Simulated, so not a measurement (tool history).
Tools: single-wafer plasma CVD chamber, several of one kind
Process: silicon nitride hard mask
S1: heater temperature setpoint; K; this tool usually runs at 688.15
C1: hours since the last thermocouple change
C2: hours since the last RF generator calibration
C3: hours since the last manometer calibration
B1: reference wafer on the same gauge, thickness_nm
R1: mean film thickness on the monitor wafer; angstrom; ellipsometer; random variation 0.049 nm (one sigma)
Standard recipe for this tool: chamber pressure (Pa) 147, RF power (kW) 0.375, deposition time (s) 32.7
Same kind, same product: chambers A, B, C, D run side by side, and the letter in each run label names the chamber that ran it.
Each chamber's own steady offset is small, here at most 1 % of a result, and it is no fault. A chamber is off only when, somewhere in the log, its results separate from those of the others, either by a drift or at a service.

{"run": "1D", "hour": 13.4, "S1": 688.15, "chamber pressure (Pa)": 147, "RF power (kW)": 0.375, "deposition time (s)": 32.7, "C1": 138.6, "C2": 1271.3, "C3": 282.2, "B1": 31.805, "R1": 385.09}
{"run": "2B", "hour": 21.3, "S1": 688.15, "chamber pressure (Pa)": 147, "RF power (kW)": 0.375, "deposition time (s)": 32.7, "C1": 1526.2, "C2": 1569.4, "C3": 1009.1, "B1": 31.79, "R1": 388.41}
{"run": "3C", "hour": 36.6, "S1": 688.15, "chamber pressure (Pa)": 147, "RF power (kW)": 0.375, "deposition time (s)": 32.7, "C1": 1272.5, "C2": 808.1, "C3": 1507.3, "B1": 31.777, "R1": 387.83}
{"run": "4A", "hour": 47.2, "S1": 688.15, "chamber pressure (Pa)": 147, "RF power (kW)": 0.375, "deposition time (s)": 32.7, "C1": 150.8, "C2": 317.6, "C3": 1082.6, "B1": 31.791, "R1": 384.51}
{"run": "5D", "hour": 58.1, "S1": 688.15, "chamber pressure (Pa)": 147, "RF power (kW)": 0.425, "deposition time (s)": 32.7, "C1": 183.3, "C2": 1316, "C3": 326.9, "B1": 31.778, "R1": 414.97}
{"run": "6B", "hour": 66.5, "S1": 688.15, "chamber pressure (Pa)": 147, "RF power (kW)": 0.425, "deposition time (s)": 32.7, "C1": 1571.4, "C2": 1614.6, "C3": 1054.3, "B1": 31.778, "R1": 417.28}
{"run": "7A", "hour": 79.0, "S1": 688.15, "chamber pressure (Pa)": 147, "RF power (kW)": 0.425, "deposition time (s)": 32.7, "C1": 182.6, "C2": 349.4, "C3": 1114.4, "B1": 31.771, "R1": 414.46}
{"run": "8C", "hour": 91.3, "S1": 688.15, "chamber pressure (Pa)": 147, "RF power (kW)": 0.425, "deposition time (s)": 32.7, "C1": 1327.2, "C2": 862.8, "C3": 1562, "B1": 31.769, "R1": 417.17}
{"run": "9C", "hour": 105.8, "S1": 688.15, "chamber pressure (Pa)": 147, "RF power (kW)": 0.375, "deposition time (s)": 32.7, "C1": 1341.7, "C2": 877.3, "C3": 1576.5, "B1": 31.759, "R1": 386.49}
{"run": "10B", "hour": 118.3, "S1": 688.15, "chamber pressure (Pa)": 147, "RF power (kW)": 0.375, "deposition time (s)": 32.7, "C1": 1623.2, "C2": 1666.4, "C3": 1106.1, "B1": 31.755, "R1": 387.35}
{"run": "11D", "hour": 131.2, "S1": 688.15, "chamber pressure (Pa)": 147, "RF power (kW)": 0.375, "deposition time (s)": 32.7, "C1": 256.4, "C2": 1389.1, "C3": 400, "B1": 31.76, "R1": 384.74}
{"run": "12A", "hour": 146.5, "S1": 688.15, "chamber pressure (Pa)": 147, "RF power (kW)": 0.375, "deposition time (s)": 32.7, "C1": 250.1, "C2": 416.9, "C3": 1181.9, "B1": 31.751, "R1": 383.62}
{"run": "13A", "hour": 153.5, "S1": 688.15, "chamber pressure (Pa)": 147, "RF power (kW)": 0.375, "deposition time (s)": 32.7, "C1": 257.1, "C2": 423.9, "C3": 1188.9, "B1": 31.745, "R1": 383.77}
{"run": "14D", "hour": 165.2, "S1": 677.15, "chamber pressure (Pa)": 147, "RF power (kW)": 0.375, "deposition time (s)": 32.7, "C1": 290.4, "C2": 1423.1, "C3": 434, "B1": 31.755, "R1": 387.07}
{"run": "15B", "hour": 174.3, "S1": 677.15, "chamber pressure (Pa)": 147, "RF power (kW)": 0.375, "deposition time (s)": 32.7, "C1": 1679.2, "C2": 1722.4, "C3": 1162.1, "B1": 31.73, "R1": 389.78}
{"run": "16C", "hour": 187.9, "S1": 677.15, "chamber pressure (Pa)": 147, "RF power (kW)": 0.375, "deposition time (s)": 32.7, "C1": 1423.8, "C2": 959.4, "C3": 1658.6, "B1": 31.742, "R1": 389.16}
{"run": "17C", "hour": 200.4, "S1": 677.15, "chamber pressure (Pa)": 147, "RF power (kW)": 0.375, "deposition time (s)": 32.7, "C1": 1436.3, "C2": 971.9, "C3": 1671.1, "B1": 31.728, "R1": 388.45}
{"run": "18A", "hour": 208.4, "S1": 688.15, "chamber pressure (Pa)": 147, "RF power (kW)": 0.375, "deposition time (s)": 32.7, "C1": 312, "C2": 478.8, "C3": 1243.8, "B1": 31.731, "R1": 383.61}
{"run": "19B", "hour": 222.2, "S1": 688.15, "chamber pressure (Pa)": 147, "RF power (kW)": 0.375, "deposition time (s)": 32.7, "C1": 1727.1, "C2": 1770.3, "C3": 1210, "B1": 31.723, "R1": 386.89}
{"run": "20D", "hour": 233.8, "S1": 688.15, "chamber pressure (Pa)": 147, "RF power (kW)": 0.375, "deposition time (s)": 32.7, "C1": 359, "C2": 1491.7, "C3": 502.6, "B1": 31.719, "R1": 384.56}
{"run": "21D", "hour": 248.8, "S1": 688.15, "chamber pressure (Pa)": 147, "RF power (kW)": 0.375, "deposition time (s)": 32.7, "C1": 374, "C2": 1506.7, "C3": 517.6, "B1": 31.707, "R1": 385.11}
{"run": "22B", "hour": 256.5, "S1": 688.15, "chamber pressure (Pa)": 147, "RF power (kW)": 0.375, "deposition time (s)": 32.7, "C1": 1761.4, "C2": 1804.6, "C3": 1244.3, "B1": 31.707, "R1": 387.34}
{"run": "23C", "hour": 264.8, "S1": 688.15, "chamber pressure (Pa)": 147, "RF power (kW)": 0.375, "deposition time (s)": 32.7, "C1": 1500.7, "C2": 1036.3, "C3": 1735.5, "B1": 31.721, "R1": 386.5}
{"run": "24A", "hour": 273.7, "S1": 688.15, "chamber pressure (Pa)": 147, "RF power (kW)": 0.375, "deposition time (s)": 32.7, "C1": 377.3, "C2": 544.1, "C3": 1309.1, "B1": 31.719, "R1": 383.71}
{"run": "25B", "hour": 286.1, "S1": 688.15, "chamber pressure (Pa)": 147, "RF power (kW)": 0.375, "deposition time (s)": 32.7, "C1": 1791, "C2": 1834.2, "C3": 1273.9, "B1": 31.701, "R1": 386.42}
{"run": "26D", "hour": 295.8, "S1": 688.15, "chamber pressure (Pa)": 147, "RF power (kW)": 0.375, "deposition time (s)": 32.7, "C1": 421, "C2": 1553.7, "C3": 564.6, "B1": 31.702, "R1": 383.79}
{"run": "27C", "hour": 303.2, "S1": 688.15, "chamber pressure (Pa)": 147, "RF power (kW)": 0.375, "deposition time (s)": 32.7, "C1": 1539.1, "C2": 1074.7, "C3": 1773.9, "B1": 31.701, "R1": 385.7}
{"hour": 304.2, "done": "chamber C: capacitance manometer re-zeroed and calibrated"}
{"run": "28A", "hour": 317.7, "S1": 688.15, "chamber pressure (Pa)": 147, "RF power (kW)": 0.375, "deposition time (s)": 32.7, "C1": 421.3, "C2": 588.1, "C3": 1353.1, "B1": 31.706, "R1": 383.93}
{"run": "29D", "hour": 327.9, "S1": 688.15, "chamber pressure (Pa)": 147, "RF power (kW)": 0.375, "deposition time (s)": 32.7, "C1": 453.1, "C2": 1585.8, "C3": 596.7, "B1": 31.696, "R1": 383.97}
{"hour": 336.5, "done": "chamber C: RF generator calibrated"}
{"run": "30A", "hour": 336.8, "S1": 688.15, "chamber pressure (Pa)": 147, "RF power (kW)": 0.375, "deposition time (s)": 32.7, "C1": 440.4, "C2": 607.2, "C3": 1372.2, "B1": 31.692, "R1": 383.63}
{"run": "31B", "hour": 350.9, "S1": 697.15, "chamber pressure (Pa)": 147, "RF power (kW)": 0.43, "deposition time (s)": 32.7, "C1": 1855.8, "C2": 1899, "C3": 1338.7, "B1": 31.68, "R1": 417.61}
{"run": "32C", "hour": 364.7, "S1": 697.15, "chamber pressure (Pa)": 147, "RF power (kW)": 0.43, "deposition time (s)": 32.7, "C1": 1600.6, "C2": 28.2, "C3": 60.6, "B1": 31.679, "R1": 417.79}
{"run": "33A", "hour": 374.0, "S1": 697.15, "chamber pressure (Pa)": 147, "RF power (kW)": 0.43, "deposition time (s)": 32.7, "C1": 477.6, "C2": 644.4, "C3": 1409.4, "B1": 31.682, "R1": 415.04}
{"hour": 387.4, "done": "chamber C: thermocouple changed; heater temperature recalibrated"}
{"run": "34D", "hour": 388.4, "S1": 697.15, "chamber pressure (Pa)": 147, "RF power (kW)": 0.43, "deposition time (s)": 32.7, "C1": 513.6, "C2": 1646.3, "C3": 657.2, "B1": 31.677, "R1": 414.69}
{"hour": 393.2, "done": "chamber B: capacitance manometer re-zeroed and calibrated"}
{"run": "35C", "hour": 397.2, "S1": 688.15, "chamber pressure (Pa)": 147, "RF power (kW)": 0.375, "deposition time (s)": 32.7, "C1": 9.9, "C2": 60.7, "C3": 93.1, "B1": 31.673, "R1": 385.37}
{"run": "36B", "hour": 408.3, "S1": 688.15, "chamber pressure (Pa)": 147, "RF power (kW)": 0.375, "deposition time (s)": 32.7, "C1": 1913.2, "C2": 1956.4, "C3": 15.1, "B1": 31.659, "R1": 387.01}
{"run": "37D", "hour": 422.1, "S1": 688.15, "chamber pressure (Pa)": 120, "RF power (kW)": 0.445, "deposition time (s)": 32.7, "C1": 547.3, "C2": 1680, "C3": 690.9, "B1": 31.667, "R1": 395.68}
{"run": "38A", "hour": 432.5, "S1": 688.15, "chamber pressure (Pa)": 120, "RF power (kW)": 0.445, "deposition time (s)": 32.7, "C1": 536.1, "C2": 702.9, "C3": 1467.9, "B1": 31.665, "R1": 394.93}
{"run": "39B", "hour": 439.5, "S1": 688.15, "chamber pressure (Pa)": 120, "RF power (kW)": 0.445, "deposition time (s)": 32.7, "C1": 1944.4, "C2": 1987.6, "C3": 46.3, "B1": 31.657, "R1": 398.7}
{"run": "40C", "hour": 449.8, "S1": 688.15, "chamber pressure (Pa)": 120, "RF power (kW)": 0.445, "deposition time (s)": 32.7, "C1": 62.5, "C2": 113.3, "C3": 145.7, "B1": 31.658, "R1": 398.13}
{"hour": 452.3, "done": "chamber B: RF generator calibrated"}
{"run": "41C", "hour": 460.6, "S1": 688.15, "chamber pressure (Pa)": 147, "RF power (kW)": 0.375, "deposition time (s)": 32.7, "C1": 73.3, "C2": 124.1, "C3": 156.5, "B1": 31.654, "R1": 386}
{"run": "42B", "hour": 470.3, "S1": 688.15, "chamber pressure (Pa)": 147, "RF power (kW)": 0.4, "deposition time (s)": 27, "C1": 1975.2, "C2": 18.1, "C3": 77.1, "B1": 31.648, "R1": 331.31}
{"run": "43A", "hour": 481.9, "S1": 688.15, "chamber pressure (Pa)": 147, "RF power (kW)": 0.4, "deposition time (s)": 27, "C1": 585.5, "C2": 752.3, "C3": 1517.3, "B1": 31.643, "R1": 328.81}
{"run": "44D", "hour": 493.5, "S1": 688.15, "chamber pressure (Pa)": 147, "RF power (kW)": 0.4, "deposition time (s)": 27, "C1": 618.7, "C2": 1751.4, "C3": 762.3, "B1": 31.643, "R1": 328.87}

Does one chamber stand apart from the rest, does the shared gauge drift, or is all well apart from small per-chamber offsets? Give the chamber and the most likely cause, where there is one.

The gauge drifts, so all chambers seem to drift together. No chamber is off.
What lies behind it: gauge reads low (%) = 0.525.
